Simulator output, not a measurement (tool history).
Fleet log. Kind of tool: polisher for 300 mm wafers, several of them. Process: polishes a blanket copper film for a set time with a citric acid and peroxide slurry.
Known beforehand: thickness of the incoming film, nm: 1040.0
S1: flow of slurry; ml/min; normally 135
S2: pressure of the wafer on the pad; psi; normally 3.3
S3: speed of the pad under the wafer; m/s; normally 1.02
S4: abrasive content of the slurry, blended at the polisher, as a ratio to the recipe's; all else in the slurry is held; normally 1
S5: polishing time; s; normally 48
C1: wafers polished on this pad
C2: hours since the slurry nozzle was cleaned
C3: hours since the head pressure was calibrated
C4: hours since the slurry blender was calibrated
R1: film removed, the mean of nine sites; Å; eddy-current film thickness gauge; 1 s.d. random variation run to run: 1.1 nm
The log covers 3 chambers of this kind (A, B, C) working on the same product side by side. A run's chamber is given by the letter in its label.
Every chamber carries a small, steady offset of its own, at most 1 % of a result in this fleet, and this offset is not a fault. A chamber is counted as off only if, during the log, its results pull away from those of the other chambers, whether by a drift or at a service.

| run | hour | S1 | S2 | S3 | S4 | S5 | C1 | C2 | C3 | C4 | R1 |
|---|---|---|---|---|---|---|---|---|---|---|---|
| 1C | 10.5 | 135 | 3.3 | 1.02 | 1 | 48 | 420 | 302.4 | 717.3 | 84.0 | 1297.70 |
| 2A | 18.2 | 135 | 3.3 | 1.02 | 1 | 48 | 519 | 91.9 | 501.0 | 97.9 | 1311.80 |
| 3B | 32.1 | 135 | 3.3 | 1.02 | 1 | 48 | 295 | 176.0 | 526.6 | 94.2 | 1303.10 |
| 4B | 40.2 | 135 | 3.3 | 1.02 | 1 | 48 | 360 | 184.1 | 534.7 | 102.3 | 1293.40 |
| 5A | 47.1 | 135 | 3.3 | 1.02 | 1 | 48 | 753 | 120.8 | 529.9 | 126.8 | 1315.00 |
| 6C | 57.1 | 135 | 3.3 | 1.02 | 1 | 48 | 797 | 349.0 | 763.9 | 130.6 | 1301.90 |
|  | 61.7 | chamber C: worn pad replaced by a new one |
| 7A | 65.6 | 135 | 2.2 | 1.02 | 1 | 48 | 903 | 139.3 | 548.4 | 145.3 | 874.53 |
|  | 71.1 | chamber B: worn pad replaced by a new one |
| 8B | 78.2 | 135 | 2.2 | 1.02 | 1 | 48 | 58 | 222.1 | 572.7 | 140.3 | 875.91 |
|  | 79.2 | chamber A: worn pad replaced by a new one |
|  | 83.6 | chamber B: slurry blender recalibrated |
| 9C | 89.8 | 135 | 2.2 | 1.02 | 1 | 48 | 228 | 381.7 | 796.6 | 163.3 | 882.82 |
|  | 90.4 | chamber C: slurry blender recalibrated |
| 10A | 100.4 | 135 | 3.3 | 1.02 | 1 | 48 | 172 | 174.1 | 583.2 | 180.1 | 1321.60 |
| 11C | 113.8 | 135 | 3.3 | 1.02 | 1 | 48 | 422 | 405.7 | 820.6 | 23.4 | 1308.10 |
|  | 123.8 | chamber A: slurry blender recalibrated |
| 12B | 126.7 | 135 | 3.3 | 0.90 | 1 | 48 | 450 | 270.6 | 621.2 | 43.1 | 1134.80 |
|  | 138.2 | chamber B: worn pad replaced by a new one |
| 13A | 141.4 | 135 | 3.3 | 0.90 | 1 | 48 | 503 | 215.1 | 624.2 | 17.6 | 1140.70 |
| 14B | 153.5 | 135 | 3.3 | 0.90 | 1 | 48 | 123 | 297.4 | 648.0 | 69.9 | 1166.20 |
| 15C | 163.9 | 135 | 3.3 | 1.02 | 1 | 48 | 827 | 455.8 | 870.7 | 73.5 | 1317.50 |
| 16C | 173.9 | 135 | 3.3 | 1.02 | 1 | 48 | 908 | 465.8 | 880.7 | 83.5 | 1301.70 |
|  | 174.9 | chamber C: worn pad replaced by a new one |
| 17A | 186.9 | 135 | 3.3 | 1.02 | 1 | 48 | 872 | 260.6 | 669.7 | 63.1 | 1290.30 |
|  | 192.2 | chamber A: worn pad replaced by a new one |
| 18B | 197.0 | 135 | 3.3 | 1.02 | 1 | 48 | 475 | 340.9 | 691.5 | 113.4 | 1321.50 |
|  | 200.5 | chamber B: worn pad replaced by a new one |
| 19A | 209.6 | 135 | 3.3 | 1.02 | 1 | 48 | 140 | 283.3 | 692.4 | 85.8 | 1299.90 |
| 20B | 221.3 | 135 | 3.3 | 1.02 | 1 | 48 | 168 | 365.2 | 715.8 | 137.7 | 1317.80 |
| 21C | 236.3 | 135 | 3.3 | 1.02 | 1 | 48 | 497 | 528.2 | 943.1 | 145.9 | 1295.90 |
|  | 242.7 | chamber B: slurry blender recalibrated |
|  | 243.4 | chamber C: slurry blender recalibrated |
| 22A | 248.1 | 135 | 3.3 | 1.02 | 1 | 48 | 452 | 321.8 | 730.9 | 124.3 | 1299.80 |
| 23B | 263.0 | 135 | 3.3 | 1.02 | 1 | 48 | 506 | 406.9 | 757.5 | 20.3 | 1314.80 |
|  | 269.2 | chamber B: worn pad replaced by a new one |
| 24C | 274.1 | 135 | 3.3 | 1.02 | 1 | 48 | 803 | 566.0 | 980.9 | 30.7 | 1303.30 |
|  | 280.0 | chamber B: slurry nozzle cleaned |
|  | 286.3 | chamber A: slurry nozzle cleaned |
| 25C | 288.3 | 135 | 3.3 | 1.02 | 1 | 48 | 917 | 580.2 | 995.1 | 44.9 | 1305.20 |
| 26B | 294.8 | 135 | 3.3 | 1.02 | 1 | 48 | 207 | 14.8 | 789.3 | 52.1 | 1298.00 |
|  | 295.4 | chamber C: worn pad replaced by a new one |
|  | 299.8 | chamber C: slurry nozzle cleaned |
| 27A | 301.5 | 135 | 3.3 | 1.02 | 1 | 48 | 884 | 15.3 | 784.3 | 177.7 | 1295.10 |
| 28C | 315.9 | 135 | 3.3 | 1.02 | 1 | 48 | 166 | 16.1 | 1022.7 | 72.5 | 1319.60 |

Is one chamber out of step, is the gauge drifting, or do the chambers differ by no more than their own small offsets? For an off chamber, give its letter and the likeliest cause.

No chamber is off and the gauge is stable; the differences are just each chamber's small, constant offset.
